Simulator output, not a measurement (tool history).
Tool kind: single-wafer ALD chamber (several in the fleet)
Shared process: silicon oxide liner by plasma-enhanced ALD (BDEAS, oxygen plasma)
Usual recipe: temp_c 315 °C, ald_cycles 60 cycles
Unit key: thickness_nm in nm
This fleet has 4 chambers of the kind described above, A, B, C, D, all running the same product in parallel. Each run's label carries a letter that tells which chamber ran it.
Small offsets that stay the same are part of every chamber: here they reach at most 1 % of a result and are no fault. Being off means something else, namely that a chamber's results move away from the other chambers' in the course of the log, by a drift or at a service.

| run | hour | temp_c | ald_cycles | read-back reference wafer on the same gauge, thickness_nm | thickness_nm |
|---|---|---|---|---|---|
| 1C | 12.3 | 315 | 60 | 6.1508 | 5.4577 |
| 2A | 21.3 | 315 | 60 | 6.1521 | 5.4246 |
| 3B | 35.4 | 315 | 60 | 6.1530 | 5.4997 |
| 4D | 42.6 | 315 | 60 | 6.1523 | 5.4762 |
| 5D | 52.8 | 315 | 60 | 6.1552 | 5.4827 |
| 6B | 62.7 | 315 | 60 | 6.1558 | 5.5075 |
| 7A | 73.6 | 315 | 60 | 6.1577 | 5.4498 |
| 8C | 83.2 | 315 | 60 | 6.1573 | 5.4585 |
| 9B | 92.2 | 315 | 60 | 6.1577 | 5.5080 |
| 10D | 103.1 | 315 | 60 | 6.1600 | 5.4847 |
| 11C | 117.5 | 315 | 60 | 6.1621 | 5.4704 |
| 12A | 127.8 | 315 | 60 | 6.1634 | 5.4393 |
| 13D | 140.7 | 315 | 60 | 6.1652 | 5.4894 |
| 14C | 151.3 | 315 | 50 | 6.1628 | 4.5593 |
| 15A | 162.4 | 315 | 50 | 6.1665 | 4.5429 |
| 16B | 172.7 | 315 | 50 | 6.1669 | 4.6056 |
| 17B | 180.6 | 315 | 50 | 6.1679 | 4.6001 |
| 18A | 189.9 | 315 | 60 | 6.1676 | 5.4518 |
| 19C | 198.2 | 315 | 60 | 6.1689 | 5.4713 |
| 20D | 209.4 | 315 | 60 | 6.1716 | 5.4962 |
| 21D | 219.4 | 315 | 56 | 6.1715 | 5.1210 |
| 22C | 225.9 | 315 | 56 | 6.1752 | 5.1039 |
| 23B | 234.3 | 315 | 56 | 6.1735 | 5.1635 |
| 24A | 242.4 | 315 | 56 | 6.1729 | 5.0818 |
| 25C | 249.7 | 315 | 60 | 6.1748 | 5.4725 |
| 26D | 261.0 | 315 | 60 | 6.1762 | 5.5102 |
| 27A | 269.1 | 320 | 60 | 6.1767 | 5.4113 |

Read the log: is a single chamber off, either drifting away or since a service, is the gauge that measures every chamber drifting, or is nothing wrong beyond small per-chamber offsets? Name any odd chamber and what most likely caused it.

None of the chambers is off. What moves is the gauge, dragging all their readings along together.
Likeliest cause: gauge reads high (%) = 0.454.

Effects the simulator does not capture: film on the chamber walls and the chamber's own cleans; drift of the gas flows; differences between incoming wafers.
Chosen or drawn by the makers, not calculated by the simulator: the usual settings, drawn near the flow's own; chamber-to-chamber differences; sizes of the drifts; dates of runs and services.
